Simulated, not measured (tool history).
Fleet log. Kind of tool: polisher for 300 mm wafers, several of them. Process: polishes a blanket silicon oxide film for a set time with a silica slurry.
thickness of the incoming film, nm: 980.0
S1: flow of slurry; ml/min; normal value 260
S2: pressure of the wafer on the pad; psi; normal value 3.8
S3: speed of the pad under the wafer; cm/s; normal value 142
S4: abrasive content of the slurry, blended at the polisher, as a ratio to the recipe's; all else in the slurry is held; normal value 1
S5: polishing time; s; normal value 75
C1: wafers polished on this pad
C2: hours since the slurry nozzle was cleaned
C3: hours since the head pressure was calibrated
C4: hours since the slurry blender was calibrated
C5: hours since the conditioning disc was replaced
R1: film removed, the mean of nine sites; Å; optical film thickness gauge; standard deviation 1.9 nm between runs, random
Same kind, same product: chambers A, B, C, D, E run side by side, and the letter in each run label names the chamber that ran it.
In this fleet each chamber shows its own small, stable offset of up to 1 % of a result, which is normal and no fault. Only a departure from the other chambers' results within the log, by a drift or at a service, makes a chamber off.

| run | hour | S1 | S2 | S3 | S4 | S5 | C1 | C2 | C3 | C4 | C5 | R1 |
|---|---|---|---|---|---|---|---|---|---|---|---|---|
|  | 0.4 | chamber D: worn pad replaced by a new one |
| 1C | 5.8 | 260 | 3.8 | 142 | 1 | 75 | 686 | 24.7 | 49.7 | 26.6 | 125.5 | 2736.7 |
|  | 8.7 | chamber B: worn pad replaced by a new one |
|  | 9.1 | chamber D: slurry blender recalibrated |
| 2D | 10.3 | 260 | 3.8 | 142 | 1 | 75 | 87 | 257.7 | 124.8 | 1.2 | 69.8 | 2695 |
|  | 15.2 | chamber A: worn pad replaced by a new one |
| 3B | 16.7 | 260 | 3.8 | 142 | 1 | 75 | 70 | 29.1 | 504.8 | 79.3 | 337.8 | 2757.7 |
| 4A | 21.1 | 260 | 3.8 | 142 | 1 | 75 | 51 | 234.9 | 60.7 | 54.7 | 352.1 | 2728.6 |
|  | 23.1 | chamber C: worn pad replaced by a new one |
| 5E | 26.8 | 260 | 3.8 | 142 | 1 | 75 | 1236 | 367 | 77.4 | 483.5 | 30.6 | 2709.6 |
| 6C | 29.9 | 260 | 3.8 | 142 | 1 | 75 | 59 | 48.8 | 73.8 | 50.7 | 149.6 | 2739.4 |
| 7D | 35.7 | 260 | 3.8 | 142 | 1 | 75 | 308 | 283.1 | 150.2 | 26.6 | 95.2 | 2730.9 |
|  | 36.3 | chamber E: slurry blender recalibrated |
| 8B | 42 | 260 | 3.8 | 142 | 1 | 75 | 291 | 54.4 | 530.1 | 104.6 | 363.1 | 2754.9 |
| 9A | 47.3 | 260 | 3.8 | 142 | 1 | 75 | 280 | 261.1 | 86.9 | 80.9 | 378.3 | 2706.3 |
| 10E | 51.3 | 260 | 3.8 | 142 | 1 | 75 | 1450 | 391.5 | 101.9 | 15.1 | 55.1 | 2737.8 |
|  | 52.5 | chamber E: worn pad replaced by a new one |
| 11C | 56.8 | 260 | 3.8 | 156 | 1 | 91 | 294 | 75.7 | 100.7 | 77.6 | 176.5 | 3580 |
|  | 58.5 | chamber A: slurry blender recalibrated |
| 12B | 62.9 | 260 | 3.8 | 156 | 1 | 91 | 473 | 75.3 | 551 | 125.5 | 384 | 3542.8 |
| 13E | 68.8 | 260 | 3.8 | 156 | 1 | 91 | 142 | 409 | 119.4 | 32.6 | 72.6 | 3610.5 |
| 14A | 73.4 | 260 | 3.8 | 156 | 1 | 91 | 508 | 287.2 | 113 | 14.9 | 404.4 | 3566.5 |
| 15D | 76.6 | 260 | 3.8 | 156 | 1 | 91 | 666 | 324 | 191.1 | 67.5 | 136.1 | 3573.1 |
| 16E | 82.7 | 260 | 3.1 | 100 | 1 | 75 | 264 | 422.9 | 133.3 | 46.5 | 86.5 | 1686.7 |
|  | 83.9 | chamber B: conditioning disc replaced and pad reconditioned |
| 17B | 89.4 | 260 | 3.1 | 100 | 1 | 75 | 705 | 101.8 | 577.5 | 152 | 5.5 | 1696.7 |
|  | 90.4 | chamber A: worn pad replaced by a new one |
| 18D | 93.7 | 260 | 3.1 | 100 | 1 | 75 | 815 | 341.1 | 208.2 | 84.6 | 153.2 | 1657.9 |
| 19C | 98.3 | 260 | 3.1 | 100 | 1 | 75 | 656 | 117.2 | 142.2 | 119.1 | 218 | 1688.2 |
| 20A | 101.6 | 260 | 3.1 | 100 | 1 | 75 | 98 | 315.4 | 141.2 | 43.1 | 432.6 | 1674.7 |
|  | 105.8 | chamber B: head pressure recalibrated |
| 21B | 106.5 | 260 | 3.8 | 142 | 1 | 75 | 854 | 118.9 | 0.8 | 169.1 | 22.6 | 2489.6 |
|  | 108.1 | chamber E: conditioning disc replaced and pad reconditioned |
| 22A | 110.4 | 260 | 3.8 | 142 | 1 | 75 | 175 | 324.2 | 150 | 51.9 | 441.4 | 2726.4 |
|  | 112.4 | chamber D: worn pad replaced by a new one |
| 23D | 115.7 | 260 | 3.8 | 142 | 1 | 75 | 29 | 363.1 | 230.2 | 106.6 | 175.2 | 2723.1 |
| 24E | 118.9 | 260 | 3.8 | 142 | 1 | 75 | 580 | 459.1 | 169.5 | 82.7 | 10.9 | 2741.6 |
| 25C | 122 | 260 | 3.8 | 142 | 1 | 75 | 863 | 140.9 | 165.9 | 142.8 | 241.7 | 2731.5 |
|  | 122.6 | chamber C: worn pad replaced by a new one |
| 26B | 125.2 | 260 | 3.8 | 142 | 1 | 75 | 1017 | 137.6 | 19.5 | 187.8 | 41.3 | 2498.7 |
| 27D | 129.2 | 260 | 3.8 | 142 | 1 | 75 | 146 | 376.6 | 243.7 | 120.1 | 188.7 | 2730.5 |
| 28A | 133.5 | 260 | 3.8 | 142 | 1 | 75 | 376 | 347.3 | 173.1 | 75 | 464.5 | 2748 |
| 29E | 138.4 | 260 | 3.8 | 142 | 1 | 75 | 750 | 478.6 | 189 | 102.2 | 30.4 | 2755.4 |
|  | 141.7 | chamber B: worn pad replaced by a new one |
| 30C | 143.2 | 315 | 3.8 | 142 | 1 | 75 | 180 | 162.1 | 187.1 | 164 | 262.9 | 2795.8 |
| 31B | 146.7 | 315 | 3.8 | 142 | 1 | 75 | 44 | 159.1 | 41 | 209.3 | 62.8 | 2556.9 |
| 32D | 153.1 | 315 | 3.8 | 142 | 1 | 75 | 355 | 400.5 | 267.6 | 144 | 212.6 | 2790.6 |
| 33E | 156.4 | 315 | 3.8 | 142 | 1 | 75 | 907 | 496.6 | 207 | 120.2 | 48.4 | 2786 |
| 34C | 162.9 | 315 | 3.8 | 142 | 1 | 75 | 352 | 181.8 | 206.8 | 183.7 | 282.6 | 2817.4 |

One chamber off, gauge drift, or nothing amiss beyond the chambers' own small offsets? If it is a chamber, which one, and what is the likeliest cause?

Chamber B came out of a service off from its peers and stayed that way.
Cause: head's pressure below its setpoint, % = 9.19.

Here are 4 candidates for chamber B's next run, each the usual settings with a change, their results left as question marks. Which one brings its results back in line with what the others give on the usual settings?
In-line tolerance around the mean of the other chambers on the usual settings: R1 65 Å
| 35B-1 | 167.7 | 260 | 3.7 | 142 | 1 | 74 |  |  |  |  |  | ? |
| 35B-2 | 167.7 | 260 | 3.8 | 148 | 1 | 75 |  |  |  |  |  | ? |
| 35B-3 | 167.7 | 260 | 3.7 | 138 | 1 | 72 |  |  |  |  |  | ? |
| 35B-4 | 167.7 | 260 | 3.8 | 148 | 1 | 79 |  |  |  |  |  | ? |

The mean the other chambers reach with the usual settings: R1 2729.1 Å
| run | R1 |
|---|---|
| 35B-1 | 2393 |
| 35B-2 | 2573.1 |
| 35B-3 | 2276.5 |
| 35B-4 | 2710.4 |
Change 35B-4 lands the chamber within the allowed miss of the other chambers.
